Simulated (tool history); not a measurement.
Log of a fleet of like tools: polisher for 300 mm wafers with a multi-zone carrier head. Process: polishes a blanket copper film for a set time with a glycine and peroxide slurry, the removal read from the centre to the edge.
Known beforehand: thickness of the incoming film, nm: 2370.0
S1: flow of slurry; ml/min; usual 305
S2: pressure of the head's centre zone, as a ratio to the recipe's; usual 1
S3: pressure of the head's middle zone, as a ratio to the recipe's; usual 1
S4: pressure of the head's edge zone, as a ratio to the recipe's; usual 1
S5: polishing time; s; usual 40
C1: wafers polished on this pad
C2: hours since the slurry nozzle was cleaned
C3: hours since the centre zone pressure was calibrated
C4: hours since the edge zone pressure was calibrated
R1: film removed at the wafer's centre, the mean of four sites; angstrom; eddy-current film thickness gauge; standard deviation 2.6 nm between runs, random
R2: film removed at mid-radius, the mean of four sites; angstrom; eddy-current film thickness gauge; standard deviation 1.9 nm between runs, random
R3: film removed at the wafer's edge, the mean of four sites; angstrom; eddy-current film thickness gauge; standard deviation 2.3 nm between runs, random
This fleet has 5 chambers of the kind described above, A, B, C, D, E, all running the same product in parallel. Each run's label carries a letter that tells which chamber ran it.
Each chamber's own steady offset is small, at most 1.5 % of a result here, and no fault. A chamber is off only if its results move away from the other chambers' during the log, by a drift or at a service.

{"run": "1B", "hour": 2.2, "S1": 305, "S2": 1, "S3": 1, "S4": 1, "S5": 40, "C1": 600, "C2": 173.2, "C3": 657.3, "C4": 452.9, "R1": 1913.7, "R2": 1922, "R3": 1974.8}
{"run": "2C", "hour": 5.3, "S1": 305, "S2": 1, "S3": 1, "S4": 1, "S5": 40, "C1": 631, "C2": 152.5, "C3": 169.6, "C4": 504.4, "R1": 1937.8, "R2": 1951.7, "R3": 1986.2}
{"run": "3D", "hour": 8.6, "S1": 305, "S2": 1, "S3": 1, "S4": 1, "S5": 40, "C1": 753, "C2": 115.3, "C3": 118.9, "C4": 243.1, "R1": 1984.5, "R2": 1953.2, "R3": 1972.9}
{"run": "4A", "hour": 11.0, "S1": 305, "S2": 1, "S3": 1, "S4": 1, "S5": 40, "C1": 431, "C2": 538.9, "C3": 121.5, "C4": 657.4, "R1": 1994.2, "R2": 1966.7, "R3": 1935.1}
{"run": "5E", "hour": 14.7, "S1": 305, "S2": 1.08, "S3": 1, "S4": 1, "S5": 51, "C1": 463, "C2": 527.2, "C3": 210.4, "C4": 297.3, "R1": 2744.1, "R2": 2511.7, "R3": 2475.8}
{"run": "6E", "hour": 16.7, "S1": 305, "S2": 1.08, "S3": 1, "S4": 1, "S5": 51, "C1": 479, "C2": 529.2, "C3": 212.4, "C4": 299.3, "R1": 2691.6, "R2": 2530.3, "R3": 2466.6}
{"hour": 17.6, "done": "chamber D: worn pad replaced by a new one"}
{"run": "7C", "hour": 18.8, "S1": 305, "S2": 1.08, "S3": 1, "S4": 1, "S5": 51, "C1": 744, "C2": 166, "C3": 183.1, "C4": 517.9, "R1": 2703, "R2": 2497, "R3": 2537}
{"run": "8D", "hour": 21.0, "S1": 305, "S2": 1.08, "S3": 1, "S4": 1, "S5": 51, "C1": 28, "C2": 127.7, "C3": 131.3, "C4": 255.5, "R1": 2706.1, "R2": 2489.5, "R3": 2569.1}
{"run": "9B", "hour": 24.4, "S1": 305, "S2": 1.08, "S3": 1, "S4": 1, "S5": 51, "C1": 786, "C2": 195.4, "C3": 679.5, "C4": 475.1, "R1": 2687.7, "R2": 2490.4, "R3": 2510.9}
{"hour": 24.6, "done": "chamber B: worn pad replaced by a new one"}
{"run": "10A", "hour": 28.0, "S1": 305, "S2": 1, "S3": 1, "S4": 1, "S5": 40, "C1": 574, "C2": 555.9, "C3": 138.5, "C4": 674.4, "R1": 1959.8, "R2": 1919.6, "R3": 1922.3}
{"run": "11C", "hour": 31.5, "S1": 305, "S2": 1, "S3": 1, "S4": 1, "S5": 40, "C1": 851, "C2": 178.7, "C3": 195.8, "C4": 530.6, "R1": 1962.7, "R2": 1934.7, "R3": 1968.2}
{"hour": 31.6, "done": "chamber E: edge zone pressure recalibrated"}
{"run": "12E", "hour": 34.4, "S1": 305, "S2": 1, "S3": 1, "S4": 1, "S5": 40, "C1": 628, "C2": 546.9, "C3": 230.1, "C4": 2.9, "R1": 1970.7, "R2": 1944.1, "R3": 1945.6}
{"hour": 34.9, "done": "chamber A: slurry nozzle cleaned"}
{"run": "13D", "hour": 37.0, "S1": 305, "S2": 1, "S3": 1, "S4": 1, "S5": 40, "C1": 162, "C2": 143.7, "C3": 147.3, "C4": 271.5, "R1": 1965, "R2": 1964.5, "R3": 1985.1}
{"run": "14B", "hour": 40.0, "S1": 305, "S2": 1, "S3": 1, "S4": 1, "S5": 40, "C1": 129, "C2": 211, "C3": 695.1, "C4": 490.7, "R1": 1941.1, "R2": 1956.1, "R3": 1981.5}
{"run": "15A", "hour": 43.8, "S1": 305, "S2": 1, "S3": 1, "S4": 1, "S5": 40, "C1": 706, "C2": 8.9, "C3": 154.3, "C4": 690.2, "R1": 1939.5, "R2": 1910.1, "R3": 1927.2}
{"run": "16C", "hour": 46.8, "S1": 305, "S2": 1, "S3": 1, "S4": 1, "S5": 40, "C1": 979, "C2": 194, "C3": 211.1, "C4": 545.9, "R1": 1956.5, "R2": 1943.2, "R3": 1962}
{"run": "17A", "hour": 51.4, "S1": 305, "S2": 1, "S3": 1, "S4": 0.89, "S5": 45, "C1": 770, "C2": 16.5, "C3": 161.9, "C4": 697.8, "R1": 2204.8, "R2": 2203.9, "R3": 2105.6}
{"run": "18E", "hour": 56.1, "S1": 305, "S2": 1, "S3": 1, "S4": 0.89, "S5": 45, "C1": 809, "C2": 568.6, "C3": 251.8, "C4": 24.6, "R1": 2246.4, "R2": 2146.8, "R3": 2103.8}
{"hour": 58.4, "done": "chamber C: worn pad replaced by a new one"}
{"run": "19D", "hour": 59.0, "S1": 305, "S2": 1, "S3": 1, "S4": 0.89, "S5": 45, "C1": 346, "C2": 165.7, "C3": 169.3, "C4": 293.5, "R1": 2224, "R2": 2166.2, "R3": 2122.4}
{"hour": 61.0, "done": "chamber A: worn pad replaced by a new one"}
{"run": "20B", "hour": 63.2, "S1": 305, "S2": 1, "S3": 1, "S4": 0.89, "S5": 45, "C1": 323, "C2": 234.2, "C3": 718.3, "C4": 513.9, "R1": 2175.6, "R2": 2199.2, "R3": 2102.6}
{"run": "21A", "hour": 67.8, "S1": 305, "S2": 1, "S3": 1, "S4": 0.89, "S5": 45, "C1": 57, "C2": 32.9, "C3": 178.3, "C4": 714.2, "R1": 2214.6, "R2": 2198.3, "R3": 2062.1}
{"run": "22E", "hour": 71.9, "S1": 305, "S2": 1, "S3": 1, "S4": 0.9, "S5": 35, "C1": 942, "C2": 584.4, "C3": 267.6, "C4": 40.4, "R1": 1677.9, "R2": 1656.9, "R3": 1565.6}
{"hour": 72.8, "done": "chamber B: edge zone pressure recalibrated"}
{"run": "23D", "hour": 76.2, "S1": 305, "S2": 1, "S3": 1, "S4": 0.9, "S5": 35, "C1": 490, "C2": 182.9, "C3": 186.5, "C4": 310.7, "R1": 1719, "R2": 1747.3, "R3": 1619.9}
{"hour": 77.9, "done": "chamber D: edge zone pressure recalibrated"}
{"run": "24B", "hour": 79.6, "S1": 305, "S2": 1, "S3": 1, "S4": 0.9, "S5": 35, "C1": 460, "C2": 250.6, "C3": 734.7, "C4": 6.9, "R1": 1675.4, "R2": 1705.2, "R3": 1660.5}
{"run": "25C", "hour": 82.5, "S1": 305, "S2": 1, "S3": 1, "S4": 0.9, "S5": 35, "C1": 202, "C2": 229.7, "C3": 246.8, "C4": 581.6, "R1": 1710.4, "R2": 1708.7, "R3": 1634.8}
{"run": "26C", "hour": 86.0, "S1": 305, "S2": 1, "S3": 1, "S4": 0.9, "S5": 35, "C1": 231, "C2": 233.2, "C3": 250.3, "C4": 585.1, "R1": 1751.8, "R2": 1719.6, "R3": 1674.1}
{"run": "27A", "hour": 89.6, "S1": 305, "S2": 1, "S3": 1, "S4": 1, "S5": 40, "C1": 240, "C2": 54.7, "C3": 200.1, "C4": 736, "R1": 1940.7, "R2": 1937.3, "R3": 1971.1}
{"run": "28E", "hour": 93.0, "S1": 405, "S2": 1, "S3": 1, "S4": 1, "S5": 40, "C1": 1118, "C2": 605.5, "C3": 288.7, "C4": 61.5, "R1": 1919.1, "R2": 1907.5, "R3": 1879.5}
{"run": "29B", "hour": 97.2, "S1": 405, "S2": 1, "S3": 1, "S4": 1, "S5": 40, "C1": 608, "C2": 268.2, "C3": 752.3, "C4": 24.5, "R1": 2014.1, "R2": 1996.5, "R3": 2040.1}
{"hour": 101.0, "done": "chamber B: worn pad replaced by a new one"}
{"run": "30D", "hour": 101.0, "S1": 405, "S2": 1, "S3": 1, "S4": 1, "S5": 40, "C1": 698, "C2": 207.7, "C3": 211.3, "C4": 23.1, "R1": 2023.6, "R2": 2004.7, "R3": 2028.7}
{"run": "31E", "hour": 103.3, "S1": 405, "S2": 1, "S3": 1, "S4": 1, "S5": 40, "C1": 1204, "C2": 615.8, "C3": 299, "C4": 71.8, "R1": 1899.1, "R2": 1854.9, "R3": 1871.5}
{"run": "32A", "hour": 106.3, "S1": 405, "S2": 1, "S3": 1, "S4": 1, "S5": 40, "C1": 379, "C2": 71.4, "C3": 216.8, "C4": 752.7, "R1": 1993.7, "R2": 2029.5, "R3": 2014.1}
{"run": "33C", "hour": 110.0, "S1": 305, "S2": 1, "S3": 1, "S4": 1, "S5": 40, "C1": 432, "C2": 257.2, "C3": 274.3, "C4": 609.1, "R1": 1974.2, "R2": 1962.5, "R3": 1989.5}
{"run": "34D", "hour": 113.1, "S1": 305, "S2": 1, "S3": 1, "S4": 1, "S5": 40, "C1": 799, "C2": 219.8, "C3": 223.4, "C4": 35.2, "R1": 1969, "R2": 1933.1, "R3": 2014.6}
{"run": "35B", "hour": 117.0, "S1": 305, "S2": 1, "S3": 1, "S4": 1, "S5": 52, "C1": 134, "C2": 288, "C3": 772.1, "C4": 44.3, "R1": 2550.6, "R2": 2537.9, "R3": 2511.9}
{"run": "36D", "hour": 119.5, "S1": 305, "S2": 1, "S3": 1, "S4": 1, "S5": 52, "C1": 853, "C2": 226.2, "C3": 229.8, "C4": 41.6, "R1": 2557, "R2": 2525.3, "R3": 2630.3}
{"run": "37C", "hour": 122.5, "S1": 305, "S2": 1, "S3": 1, "S4": 1, "S5": 52, "C1": 536, "C2": 269.7, "C3": 286.8, "C4": 621.6, "R1": 2528.3, "R2": 2515.9, "R3": 2608.6}
{"run": "38E", "hour": 127.0, "S1": 305, "S2": 1, "S3": 1, "S4": 1, "S5": 52, "C1": 1403, "C2": 639.5, "C3": 322.7, "C4": 95.5, "R1": 2347.5, "R2": 2299.1, "R3": 2301.2}
{"run": "39B", "hour": 129.9, "S1": 305, "S2": 1, "S3": 1, "S4": 1, "S5": 52, "C1": 242, "C2": 300.9, "C3": 785, "C4": 57.2, "R1": 2548.7, "R2": 2589.6, "R3": 2582.5}
{"hour": 132.6, "done": "chamber D: worn pad replaced by a new one"}
{"run": "40A", "hour": 133.4, "S1": 305, "S2": 1, "S3": 1, "S4": 1, "S5": 40, "C1": 606, "C2": 98.5, "C3": 243.9, "C4": 779.8, "R1": 1931.8, "R2": 1951.4, "R3": 1934.2}
{"run": "41B", "hour": 138.1, "S1": 305, "S2": 1, "S3": 1, "S4": 1, "S5": 40, "C1": 311, "C2": 309.1, "C3": 793.2, "C4": 65.4, "R1": 1926.7, "R2": 1953.9, "R3": 1951.7}
{"run": "42E", "hour": 140.8, "S1": 305, "S2": 1, "S3": 1, "S4": 1, "S5": 40, "C1": 1518, "C2": 653.3, "C3": 336.5, "C4": 109.3, "R1": 1759.1, "R2": 1763.3, "R3": 1735.1}
{"hour": 141.1, "done": "chamber A: edge zone pressure recalibrated"}
{"run": "43A", "hour": 144.3, "S1": 305, "S2": 1, "S3": 1, "S4": 1.11, "S5": 40, "C1": 698, "C2": 109.4, "C3": 254.8, "C4": 3.2, "R1": 1954.3, "R2": 1926.4, "R3": 2062.7}
{"run": "44D", "hour": 147.1, "S1": 305, "S2": 1, "S3": 1, "S4": 1.11, "S5": 40, "C1": 121, "C2": 253.8, "C3": 257.4, "C4": 69.2, "R1": 1971, "R2": 1935.3, "R3": 2068.8}

Is one chamber off against the others, does the gauge drift, or is nothing wrong? If a chamber is off, say which, and what the likeliest cause is.

It is chamber E that slowly wanders off from its peers.
What lies behind it: removal rate lost through wear of the pad, % = 12.

Which of the 4 candidates below, each the usual settings with something changed and its results left as question marks, puts chamber E back in line with what the other chambers give on the usual settings?
In line means no further than this from the other chambers' mean on the usual settings: R1 92 angstrom; R2 65 angstrom; R3 81 angstrom
{"run": "45E-1", "hour": 150.5, "S1": 305, "S2": 0.99, "S3": 0.99, "S4": 1.02, "S5": 46, "R1": "?", "R2": "?", "R3": "?"}
{"run": "45E-2", "hour": 150.5, "S1": 310, "S2": 0.98, "S3": 0.99, "S4": 1.03, "S5": 49, "R1": "?", "R2": "?", "R3": "?"}
{"run": "45E-3", "hour": 150.5, "S1": 305, "S2": 1.02, "S3": 1.01, "S4": 0.97, "S5": 32, "R1": "?", "R2": "?", "R3": "?"}
{"run": "45E-4", "hour": 150.5, "S1": 305, "S2": 1.01, "S3": 1.01, "S4": 0.98, "S5": 35, "R1": "?", "R2": "?", "R3": "?"}

Usual-settings mean across the other chambers: R1 1954.1 angstrom; R2 1949.9 angstrom; R3 1970.8 angstrom
run=45E-1 R1=1995.2 R2=1959.4 R3=1977.6
run=45E-2 R1=2105.5 R2=2090.5 R3=2120
run=45E-3 R1=1434.1 R2=1388.6 R3=1339.7
run=45E-4 R1=1551.8 R2=1518.8 R3=1473.1
45E-1 is the one that brings the chamber's results back in line with the other chambers.

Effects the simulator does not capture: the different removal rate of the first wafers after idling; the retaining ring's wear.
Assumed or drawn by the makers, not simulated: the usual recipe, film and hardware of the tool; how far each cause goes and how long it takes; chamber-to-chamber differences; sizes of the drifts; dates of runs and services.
